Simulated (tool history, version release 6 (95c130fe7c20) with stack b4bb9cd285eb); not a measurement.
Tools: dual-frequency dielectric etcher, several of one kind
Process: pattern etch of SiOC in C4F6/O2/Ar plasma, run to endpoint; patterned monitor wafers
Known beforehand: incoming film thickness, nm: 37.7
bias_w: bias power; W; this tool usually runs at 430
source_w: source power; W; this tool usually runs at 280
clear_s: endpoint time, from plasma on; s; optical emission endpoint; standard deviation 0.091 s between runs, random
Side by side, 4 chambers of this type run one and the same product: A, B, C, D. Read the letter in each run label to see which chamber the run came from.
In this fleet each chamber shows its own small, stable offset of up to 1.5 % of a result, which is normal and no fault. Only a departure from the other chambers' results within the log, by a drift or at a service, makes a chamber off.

run,hour,bias_w,source_w,clear_s
1B,3.4,430,280,15.395
2D,9.5,430,280,15.307
3A,16.8,430,280,15.298
4C,20.5,430,280,15.546
5D,27.2,430,280,15.202
6A,33.2,430,280,15.267
7B,40.1,332,240,17.920
8C,47.0,332,240,18.245
9B,53.3,332,240,17.921
# hour 57.0: chamber C: wet clean of the chamber
# hour 58.8: chamber B: wet clean of the chamber
10A,60.1,332,240,17.640
11C,67.2,430,280,15.560
12D,74.5,430,280,15.224
13D,81.2,430,280,15.255
14A,86.2,430,280,15.223
15C,91.8,430,280,15.411
16B,95.1,430,280,15.229
17A,99.1,430,280,15.247
18B,103.5,430,280,15.173
19C,106.8,430,280,15.565
20D,111.3,430,280,15.327
# hour 112.6: chamber B: bias power generator calibrated
21D,115.4,430,280,15.233
22B,119.6,430,280,15.345
23C,123.1,430,280,15.676
24A,127.7,430,280,15.132
25D,133.1,430,280,15.290
26A,138.8,430,280,15.133
27C,144.3,430,280,15.499
28B,151.2,430,280,15.308
29A,155.3,430,280,15.357
30B,162.2,430,280,15.150
31D,166.1,430,280,15.422

Is one chamber out of step, is the gauge drifting, or do the chambers differ by no more than their own small offsets? For an off chamber, give its letter and the likeliest cause.

The fleet is healthy, with each chamber sitting at its usual small offset and no drift in the gauge.
